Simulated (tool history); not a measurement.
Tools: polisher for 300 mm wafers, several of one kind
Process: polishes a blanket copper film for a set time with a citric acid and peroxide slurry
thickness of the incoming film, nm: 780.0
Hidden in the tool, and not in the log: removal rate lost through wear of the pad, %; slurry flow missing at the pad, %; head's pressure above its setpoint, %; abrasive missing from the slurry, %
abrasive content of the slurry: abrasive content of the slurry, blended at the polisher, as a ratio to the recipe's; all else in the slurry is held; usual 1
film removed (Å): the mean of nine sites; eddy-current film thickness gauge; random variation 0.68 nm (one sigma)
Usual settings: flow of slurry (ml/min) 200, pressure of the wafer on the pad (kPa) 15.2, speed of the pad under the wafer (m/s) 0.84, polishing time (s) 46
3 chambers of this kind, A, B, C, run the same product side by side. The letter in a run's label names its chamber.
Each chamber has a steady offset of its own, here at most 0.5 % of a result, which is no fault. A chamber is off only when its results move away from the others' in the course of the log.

| run | hour | flow of slurry (ml/min) | pressure of the wafer on the pad (kPa) | speed of the pad under the wafer (m/s) | abrasive content of the slurry | polishing time (s) | wafers polished on this pad | hours since the slurry nozzle was cleaned | hours since the head pressure was calibrated | hours since the slurry blender was calibrated | film removed (Å) |
|---|---|---|---|---|---|---|---|---|---|---|---|
|  | 1.1 | chamber B: slurry blender recalibrated |
| 1B | 7.7 | 200 | 15.2 | 0.84 | 1 | 46 | 449 | 178.6 | 485.3 | 6.6 | 772.52 |
|  | 8.1 | chamber A: worn pad replaced by a new one |
| 2A | 17.2 | 200 | 15.2 | 0.84 | 1 | 46 | 78 | 493.2 | 732.6 | 103.2 | 774.40 |
| 3C | 23.1 | 200 | 15.2 | 0.84 | 1 | 46 | 458 | 531.3 | 182.9 | 63.0 | 778.74 |
|  | 27.6 | chamber C: slurry nozzle cleaned |
| 4A | 31.4 | 200 | 15.2 | 0.84 | 1 | 46 | 201 | 507.4 | 746.8 | 117.4 | 787.65 |
| 5C | 40.5 | 200 | 15.2 | 0.84 | 1 | 46 | 608 | 12.9 | 200.3 | 80.4 | 771.79 |
| 6B | 48.6 | 250 | 15.2 | 0.84 | 1 | 35 | 802 | 219.5 | 526.2 | 47.5 | 611.89 |
| 7A | 57.7 | 250 | 15.2 | 0.84 | 1 | 35 | 428 | 533.7 | 773.1 | 143.7 | 609.73 |
| 8C | 67.0 | 250 | 15.2 | 0.84 | 1 | 35 | 837 | 39.4 | 226.8 | 106.9 | 616.35 |
| 9B | 71.2 | 220 | 17.2 | 0.84 | 1 | 46 | 997 | 242.1 | 548.8 | 70.1 | 885.02 |
| 10C | 76.7 | 220 | 17.2 | 0.84 | 1 | 46 | 921 | 49.1 | 236.5 | 116.6 | 907.15 |
| 11B | 84.2 | 220 | 17.2 | 0.84 | 1 | 46 | 1109 | 255.1 | 561.8 | 83.1 | 896.98 |
|  | 88.5 | chamber B: worn pad replaced by a new one |
|  | 89.6 | chamber A: worn pad replaced by a new one |
| 12A | 92.5 | 200 | 15.2 | 0.84 | 1 | 46 | 25 | 568.5 | 807.9 | 178.5 | 786.27 |
| 13B | 101.4 | 200 | 15.2 | 0.84 | 1 | 46 | 111 | 272.3 | 579.0 | 100.3 | 790.64 |
| 14C | 109.1 | 200 | 15.2 | 0.84 | 1 | 46 | 1201 | 81.5 | 268.9 | 149.0 | 778.10 |
|  | 112.2 | chamber C: worn pad replaced by a new one |
| 15A | 118.4 | 200 | 15.2 | 0.84 | 1 | 46 | 249 | 594.4 | 833.8 | 204.4 | 779.37 |
| 16B | 125.9 | 200 | 15.2 | 0.84 | 1 | 46 | 323 | 296.8 | 603.5 | 124.8 | 780.71 |
| 17A | 131.5 | 200 | 15.2 | 0.84 | 1 | 46 | 362 | 607.5 | 846.9 | 217.5 | 791.39 |
| 18C | 136.6 | 200 | 15.2 | 0.84 | 1 | 46 | 211 | 109.0 | 296.4 | 176.5 | 788.43 |
| 19B | 141.4 | 200 | 15.2 | 0.84 | 1 | 46 | 456 | 312.3 | 619.0 | 140.3 | 778.14 |
| 20C | 146.8 | 140 | 15.2 | 0.84 | 1 | 32 | 299 | 119.2 | 306.6 | 186.7 | 506.54 |
| 21A | 156.2 | 140 | 15.2 | 0.84 | 1 | 32 | 575 | 632.2 | 871.6 | 242.2 | 511.42 |

Is one chamber off against the others, does the gauge drift, or is nothing wrong? If a chamber is off, say which, and what the likeliest cause is.

No chamber stands off beyond its own small offset, and the gauge holds steady.

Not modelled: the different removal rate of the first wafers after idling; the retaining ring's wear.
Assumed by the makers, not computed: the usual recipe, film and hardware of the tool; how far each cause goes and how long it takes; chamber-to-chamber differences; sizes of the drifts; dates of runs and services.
